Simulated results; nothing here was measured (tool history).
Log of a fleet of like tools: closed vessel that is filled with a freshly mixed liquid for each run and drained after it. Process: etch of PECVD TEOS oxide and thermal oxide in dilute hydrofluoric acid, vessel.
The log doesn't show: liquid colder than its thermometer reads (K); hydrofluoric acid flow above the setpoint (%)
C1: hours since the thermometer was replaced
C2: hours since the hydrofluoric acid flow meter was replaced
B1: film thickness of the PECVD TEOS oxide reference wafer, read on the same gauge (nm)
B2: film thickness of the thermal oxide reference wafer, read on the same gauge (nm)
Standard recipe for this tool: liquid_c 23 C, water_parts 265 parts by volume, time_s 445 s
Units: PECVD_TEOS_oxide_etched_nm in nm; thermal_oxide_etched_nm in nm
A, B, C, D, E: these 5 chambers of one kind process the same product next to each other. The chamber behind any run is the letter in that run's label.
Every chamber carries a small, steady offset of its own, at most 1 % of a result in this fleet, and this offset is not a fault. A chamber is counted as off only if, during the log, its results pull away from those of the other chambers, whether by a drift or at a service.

{"run": "1B", "hour": 6.4, "liquid_c": 23, "water_parts": 265, "time_s": 445, "C1": 577.2, "C2": 1133.3, "B1": 129.97, "B2": 150.02, "PECVD_TEOS_oxide_etched_nm": 14.406, "thermal_oxide_etched_nm": 6.4997}
{"run": "2A", "hour": 14.2, "liquid_c": 23, "water_parts": 265, "time_s": 445, "C1": 413.3, "C2": 280.5, "B1": 130.02, "B2": 150.01, "PECVD_TEOS_oxide_etched_nm": 14.006, "thermal_oxide_etched_nm": 6.4805}
{"run": "3E", "hour": 21.8, "liquid_c": 23, "water_parts": 265, "time_s": 445, "C1": 1485.7, "C2": 431.5, "B1": 129.99, "B2": 149.98, "PECVD_TEOS_oxide_etched_nm": 14.175, "thermal_oxide_etched_nm": 6.4417}
{"run": "4C", "hour": 28.2, "liquid_c": 23, "water_parts": 265, "time_s": 445, "C1": 1111.0, "C2": 857.0, "B1": 129.97, "B2": 149.99, "PECVD_TEOS_oxide_etched_nm": 14.012, "thermal_oxide_etched_nm": 6.4465}
{"run": "5D", "hour": 36.5, "liquid_c": 23, "water_parts": 265, "time_s": 445, "C1": 1087.4, "C2": 750.9, "B1": 130.01, "B2": 149.98, "PECVD_TEOS_oxide_etched_nm": 14.253, "thermal_oxide_etched_nm": 6.4082}
{"run": "6C", "hour": 49.1, "liquid_c": 23, "water_parts": 265, "time_s": 445, "C1": 1131.9, "C2": 877.9, "B1": 130.0, "B2": 150.06, "PECVD_TEOS_oxide_etched_nm": 13.941, "thermal_oxide_etched_nm": 6.4688}
{"run": "7E", "hour": 60.4, "liquid_c": 23, "water_parts": 265, "time_s": 445, "C1": 1524.3, "C2": 470.1, "B1": 130.06, "B2": 149.99, "PECVD_TEOS_oxide_etched_nm": 14.116, "thermal_oxide_etched_nm": 6.4676}
{"run": "8B", "hour": 68.2, "liquid_c": 23, "water_parts": 265, "time_s": 445, "C1": 639.0, "C2": 1195.1, "B1": 130.05, "B2": 150.0, "PECVD_TEOS_oxide_etched_nm": 14.137, "thermal_oxide_etched_nm": 6.5031}
{"run": "9A", "hour": 77.2, "liquid_c": 23, "water_parts": 265, "time_s": 445, "C1": 476.3, "C2": 343.5, "B1": 129.97, "B2": 150.04, "PECVD_TEOS_oxide_etched_nm": 14.005, "thermal_oxide_etched_nm": 6.3791}
{"run": "10D", "hour": 88.9, "liquid_c": 23, "water_parts": 265, "time_s": 445, "C1": 1139.8, "C2": 803.3, "B1": 129.99, "B2": 150.04, "PECVD_TEOS_oxide_etched_nm": 14.314, "thermal_oxide_etched_nm": 6.4416}
{"run": "11D", "hour": 96.9, "liquid_c": 23, "water_parts": 265, "time_s": 445, "C1": 1147.8, "C2": 811.3, "B1": 130.0, "B2": 150.02, "PECVD_TEOS_oxide_etched_nm": 14.203, "thermal_oxide_etched_nm": 6.4415}
{"run": "12E", "hour": 109.6, "liquid_c": 23, "water_parts": 265, "time_s": 445, "C1": 1573.5, "C2": 519.3, "B1": 129.95, "B2": 150.02, "PECVD_TEOS_oxide_etched_nm": 14.12, "thermal_oxide_etched_nm": 6.5052}
{"run": "13C", "hour": 121.5, "liquid_c": 23, "water_parts": 265, "time_s": 445, "C1": 1204.3, "C2": 950.3, "B1": 130.01, "B2": 150.02, "PECVD_TEOS_oxide_etched_nm": 14.04, "thermal_oxide_etched_nm": 6.4673}
{"run": "14B", "hour": 134.3, "liquid_c": 23, "water_parts": 265, "time_s": 445, "C1": 705.1, "C2": 1261.2, "B1": 130.01, "B2": 149.99, "PECVD_TEOS_oxide_etched_nm": 14.239, "thermal_oxide_etched_nm": 6.4924}
{"run": "15A", "hour": 143.2, "liquid_c": 23, "water_parts": 265, "time_s": 445, "C1": 542.3, "C2": 409.5, "B1": 129.96, "B2": 150.0, "PECVD_TEOS_oxide_etched_nm": 14.158, "thermal_oxide_etched_nm": 6.337}
{"run": "16D", "hour": 148.9, "liquid_c": 23, "water_parts": 265, "time_s": 445, "C1": 1199.8, "C2": 863.3, "B1": 129.98, "B2": 150.01, "PECVD_TEOS_oxide_etched_nm": 14.123, "thermal_oxide_etched_nm": 6.4739}
{"run": "17E", "hour": 156.4, "liquid_c": 19, "water_parts": 265, "time_s": 445, "C1": 1620.3, "C2": 566.1, "B1": 130.01, "B2": 149.96, "PECVD_TEOS_oxide_etched_nm": 12.223, "thermal_oxide_etched_nm": 5.5884}
{"run": "18B", "hour": 167.1, "liquid_c": 19, "water_parts": 265, "time_s": 445, "C1": 737.9, "C2": 1294.0, "B1": 129.99, "B2": 149.98, "PECVD_TEOS_oxide_etched_nm": 12.228, "thermal_oxide_etched_nm": 5.6244}
{"run": "19A", "hour": 173.2, "liquid_c": 19, "water_parts": 265, "time_s": 445, "C1": 572.3, "C2": 439.5, "B1": 129.99, "B2": 149.99, "PECVD_TEOS_oxide_etched_nm": 12.146, "thermal_oxide_etched_nm": 5.5384}
{"run": "20C", "hour": 179.5, "liquid_c": 19, "water_parts": 265, "time_s": 445, "C1": 1262.3, "C2": 1008.3, "B1": 129.98, "B2": 149.99, "PECVD_TEOS_oxide_etched_nm": 12.064, "thermal_oxide_etched_nm": 5.6257}
{"run": "21A", "hour": 185.7, "liquid_c": 19, "water_parts": 265, "time_s": 445, "C1": 584.8, "C2": 452.0, "B1": 129.98, "B2": 150.0, "PECVD_TEOS_oxide_etched_nm": 12.193, "thermal_oxide_etched_nm": 5.5327}
{"run": "22D", "hour": 195.3, "liquid_c": 23, "water_parts": 265, "time_s": 445, "C1": 1246.2, "C2": 909.7, "B1": 129.98, "B2": 149.96, "PECVD_TEOS_oxide_etched_nm": 14.169, "thermal_oxide_etched_nm": 6.4454}
{"hour": 196.0, "done": "chamber D: thermometer replaced"}
{"run": "23C", "hour": 201.9, "liquid_c": 18, "water_parts": 210, "time_s": 445, "C1": 1284.7, "C2": 1030.7, "B1": 129.98, "B2": 150.01, "PECVD_TEOS_oxide_etched_nm": 15.438, "thermal_oxide_etched_nm": 7.159}
{"hour": 209.3, "done": "chamber A: thermometer replaced"}
{"run": "24E", "hour": 214.7, "liquid_c": 18, "water_parts": 210, "time_s": 445, "C1": 1678.6, "C2": 624.4, "B1": 130.03, "B2": 149.97, "PECVD_TEOS_oxide_etched_nm": 15.671, "thermal_oxide_etched_nm": 7.1739}
{"run": "25B", "hour": 225.2, "liquid_c": 18, "water_parts": 210, "time_s": 445, "C1": 796.0, "C2": 1352.1, "B1": 129.98, "B2": 149.99, "PECVD_TEOS_oxide_etched_nm": 15.675, "thermal_oxide_etched_nm": 7.2218}
{"run": "26D", "hour": 238.3, "liquid_c": 18, "water_parts": 210, "time_s": 445, "C1": 42.4, "C2": 952.7, "B1": 130.02, "B2": 149.98, "PECVD_TEOS_oxide_etched_nm": 15.809, "thermal_oxide_etched_nm": 7.0518}
{"run": "27A", "hour": 249.5, "liquid_c": 18, "water_parts": 210, "time_s": 445, "C1": 40.2, "C2": 515.8, "B1": 129.98, "B2": 150.02, "PECVD_TEOS_oxide_etched_nm": 15.623, "thermal_oxide_etched_nm": 7.1118}
{"run": "28E", "hour": 258.6, "liquid_c": 23, "water_parts": 265, "time_s": 445, "C1": 1722.5, "C2": 668.3, "B1": 129.99, "B2": 150.0, "PECVD_TEOS_oxide_etched_nm": 14.099, "thermal_oxide_etched_nm": 6.4993}
{"run": "29C", "hour": 270.6, "liquid_c": 23, "water_parts": 265, "time_s": 445, "C1": 1353.4, "C2": 1099.4, "B1": 130.05, "B2": 149.99, "PECVD_TEOS_oxide_etched_nm": 14.064, "thermal_oxide_etched_nm": 6.4989}
{"run": "30B", "hour": 281.8, "liquid_c": 23, "water_parts": 265, "time_s": 445, "C1": 852.6, "C2": 1408.7, "B1": 130.01, "B2": 150.02, "PECVD_TEOS_oxide_etched_nm": 14.337, "thermal_oxide_etched_nm": 6.5287}
{"hour": 285.4, "done": "chamber B: thermometer replaced"}
{"run": "31A", "hour": 292.1, "liquid_c": 19, "water_parts": 265, "time_s": 315, "C1": 82.8, "C2": 558.4, "B1": 130.02, "B2": 149.98, "PECVD_TEOS_oxide_etched_nm": 8.6036, "thermal_oxide_etched_nm": 3.9508}
{"hour": 296.8, "done": "chamber C: hydrofluoric acid flow meter replaced"}
{"run": "32D", "hour": 302.1, "liquid_c": 19, "water_parts": 265, "time_s": 315, "C1": 106.2, "C2": 1016.5, "B1": 129.98, "B2": 150.0, "PECVD_TEOS_oxide_etched_nm": 8.7881, "thermal_oxide_etched_nm": 3.9468}
{"run": "33B", "hour": 309.4, "liquid_c": 19, "water_parts": 265, "time_s": 315, "C1": 24.0, "C2": 1436.3, "B1": 130.02, "B2": 149.99, "PECVD_TEOS_oxide_etched_nm": 8.6035, "thermal_oxide_etched_nm": 3.9805}
{"run": "34E", "hour": 317.1, "liquid_c": 19, "water_parts": 265, "time_s": 315, "C1": 1781.0, "C2": 726.8, "B1": 129.97, "B2": 150.03, "PECVD_TEOS_oxide_etched_nm": 8.6602, "thermal_oxide_etched_nm": 3.969}
{"run": "35C", "hour": 323.6, "liquid_c": 19, "water_parts": 265, "time_s": 315, "C1": 1406.4, "C2": 26.9, "B1": 129.99, "B2": 149.97, "PECVD_TEOS_oxide_etched_nm": 8.5397, "thermal_oxide_etched_nm": 3.9402}
{"run": "36E", "hour": 334.5, "liquid_c": 23, "water_parts": 265, "time_s": 445, "C1": 1798.4, "C2": 744.2, "B1": 129.97, "B2": 150.03, "PECVD_TEOS_oxide_etched_nm": 14.144, "thermal_oxide_etched_nm": 6.5025}
{"run": "37C", "hour": 340.6, "liquid_c": 23, "water_parts": 265, "time_s": 445, "C1": 1423.4, "C2": 43.9, "B1": 130.04, "B2": 149.97, "PECVD_TEOS_oxide_etched_nm": 13.899, "thermal_oxide_etched_nm": 6.4475}
{"run": "38D", "hour": 351.0, "liquid_c": 23, "water_parts": 265, "time_s": 445, "C1": 155.1, "C2": 1065.4, "B1": 130.0, "B2": 150.04, "PECVD_TEOS_oxide_etched_nm": 14.366, "thermal_oxide_etched_nm": 6.4839}
{"run": "39B", "hour": 360.7, "liquid_c": 23, "water_parts": 265, "time_s": 445, "C1": 75.3, "C2": 1487.6, "B1": 130.02, "B2": 150.01, "PECVD_TEOS_oxide_etched_nm": 14.212, "thermal_oxide_etched_nm": 6.4307}
{"run": "40A", "hour": 369.4, "liquid_c": 21, "water_parts": 265, "time_s": 445, "C1": 160.1, "C2": 635.7, "B1": 130.0, "B2": 149.98, "PECVD_TEOS_oxide_etched_nm": 13.167, "thermal_oxide_etched_nm": 5.9664}
{"run": "41C", "hour": 378.1, "liquid_c": 21, "water_parts": 265, "time_s": 445, "C1": 1460.9, "C2": 81.4, "B1": 130.01, "B2": 150.04, "PECVD_TEOS_oxide_etched_nm": 12.993, "thermal_oxide_etched_nm": 6.0177}

Is one chamber out of step, is the gauge drifting, or do the chambers differ by no more than their own small offsets? For an off chamber, give its letter and the likeliest cause.

Beyond each chamber's small constant offset nothing stands out, and the gauge stays steady.
